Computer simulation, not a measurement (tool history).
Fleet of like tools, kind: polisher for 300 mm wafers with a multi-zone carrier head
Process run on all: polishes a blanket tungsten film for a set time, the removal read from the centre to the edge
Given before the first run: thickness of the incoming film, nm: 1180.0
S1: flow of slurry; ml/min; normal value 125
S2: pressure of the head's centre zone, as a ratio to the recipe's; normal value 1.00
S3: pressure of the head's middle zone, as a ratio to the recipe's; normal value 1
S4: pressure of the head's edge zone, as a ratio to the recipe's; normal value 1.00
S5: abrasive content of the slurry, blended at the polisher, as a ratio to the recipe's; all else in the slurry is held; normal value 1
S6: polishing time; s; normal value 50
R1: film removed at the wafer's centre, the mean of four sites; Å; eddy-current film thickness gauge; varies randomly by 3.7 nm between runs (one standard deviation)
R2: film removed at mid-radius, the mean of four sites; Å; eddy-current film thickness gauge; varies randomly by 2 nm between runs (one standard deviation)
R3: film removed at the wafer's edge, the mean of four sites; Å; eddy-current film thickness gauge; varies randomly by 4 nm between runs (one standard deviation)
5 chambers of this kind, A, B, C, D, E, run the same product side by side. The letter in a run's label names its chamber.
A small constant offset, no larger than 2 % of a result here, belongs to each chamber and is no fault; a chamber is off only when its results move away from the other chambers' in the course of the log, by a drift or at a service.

run,hour,S1,S2,S3,S4,S5,S6,R1,R2,R3
1E,3.6,125,1.00,1,1.00,1,50,3098.5,3009.0,3025.3
# hour 5.3: chamber B: centre zone pressure recalibrated
2D,8.6,125,1.00,1,1.00,1,50,3080.0,3059.6,3023.4
# hour 11.4: chamber B: edge zone pressure recalibrated
3B,15.2,125,1.00,1,1.00,1,50,3034.4,3006.4,3011.7
4C,18.8,125,1.00,1,1.00,1,50,2999.9,3022.5,2979.3
# hour 20.2: chamber A: slurry nozzle cleaned
5A,21.8,125,1.00,1,1.00,1,50,3065.2,3053.5,2945.5
6C,28.4,125,1.00,1,1.00,1,50,2988.4,2993.6,2969.3
# hour 31.7: chamber A: worn pad replaced by a new one
7A,33.2,125,1.00,1,1.00,1,50,3015.4,3037.1,2924.2
# hour 33.3: chamber E: centre zone pressure recalibrated
8E,38.3,125,1.00,1,1.00,1,50,3076.9,3016.9,3010.2
# hour 41.6: chamber A: centre zone pressure recalibrated
9D,43.9,125,1.00,1,1.00,1,50,3005.4,3011.9,3111.9
# hour 44.0: chamber E: worn pad replaced by a new one
# hour 45.7: chamber C: worn pad replaced by a new one
10B,49.9,125,1.00,1,1.00,1,50,3076.2,2966.6,2936.4
11B,55.3,125,1.00,1,1.00,1,50,3077.2,2972.3,3029.7
12C,59.9,125,1.00,1,1.00,1,50,2981.1,2996.7,3013.3
13D,63.6,125,1.00,1,1.00,1,50,3011.6,3022.3,3016.2
14A,70.1,125,1.00,1,1.00,1,50,2992.0,3063.4,3028.0
# hour 71.2: chamber B: slurry nozzle cleaned
# hour 71.5: chamber D: slurry nozzle cleaned
15E,75.8,125,0.94,1,0.89,1,50,2802.3,2994.7,2766.4
# hour 77.6: chamber B: worn pad replaced by a new one
16A,79.5,125,0.94,1,0.89,1,50,2872.2,3054.4,2835.0
17B,84.5,125,0.94,1,0.89,1,50,2795.3,2986.1,2912.5
# hour 84.6: chamber C: centre zone pressure recalibrated
# hour 87.0: chamber A: edge zone pressure recalibrated
18E,89.7,125,0.94,1,0.89,1,50,2799.8,2965.6,2787.6
19D,96.3,125,0.94,1,0.89,1,50,2883.2,3032.7,2896.4
20C,99.9,125,1.00,1,1.00,1,50,2960.1,3011.6,2984.6
21C,105.0,125,1.00,1,1.00,1,50,3004.1,3032.7,3003.3
22E,111.1,125,1.00,1,1.00,1,50,2940.3,2916.8,2968.4
23B,114.4,125,1.00,1,1.00,1,50,3121.4,2986.8,2982.1
# hour 118.9: chamber D: worn pad replaced by a new one
24D,120.4,125,1.00,1,1.00,1,50,3093.3,3047.4,3034.4
25A,125.0,125,1.00,1,1.00,1,50,3045.3,3024.9,3004.6
26E,129.9,125,1.00,1,1.00,1,50,2888.4,2914.5,2902.7
27B,135.2,125,1.00,1,1.00,1,50,3091.8,3019.6,3031.5
# hour 138.1: chamber C: edge zone pressure recalibrated
28D,139.1,125,1.00,1,1.00,1,50,3047.2,3017.6,2987.2
29A,144.2,125,1.00,1,1.00,1,50,3048.3,3057.0,2997.8
30C,148.6,125,1.00,1,1.00,1,50,2996.9,3014.9,2971.9
31D,154.6,125,0.91,1,1.00,1,64,3449.0,3896.5,3872.1
# hour 159.8: chamber E: worn pad replaced by a new one
32E,161.4,125,0.91,1,1.00,1,64,3252.1,3646.9,3736.0
33C,166.6,125,0.91,1,1.00,1,64,3485.6,3838.2,3941.6
34A,173.4,125,0.91,1,1.00,1,64,3462.8,3905.1,3811.9
35B,180.2,125,0.91,1,1.00,1,64,3456.2,3863.2,3802.7
# hour 185.0: chamber B: worn pad replaced by a new one
36D,185.7,125,1.00,1,1.00,1,50,3018.1,3020.6,2964.4
37E,191.3,125,1.00,1,1.00,1,50,2813.6,2818.3,2870.2
38C,196.2,125,1.00,1,1.00,1,50,2974.7,2982.1,3006.4
39B,201.3,125,1.00,1,1.00,1,50,3037.6,2974.3,2965.0

Each of the 5 chambers runs these same settings next. Fill in every chamber's results:
40A,206.2,125,1.00,1,1.00,1,50,?,?,?
40B,206.2,125,1.00,1,1.00,1,50,?,?,?
40C,206.2,125,1.00,1,1.00,1,50,?,?,?
40D,206.2,125,1.00,1,1.00,1,50,?,?,?
40E,206.2,125,1.00,1,1.00,1,50,?,?,?

run,R1,R2,R3
40A,3074.1,3063.3,3080.3
40B,3051.8,2957.8,2938.5
40C,2991.6,2973.6,3049.4
40D,3037.0,3027.3,3025.4
40E,2719.2,2732.5,2802.7
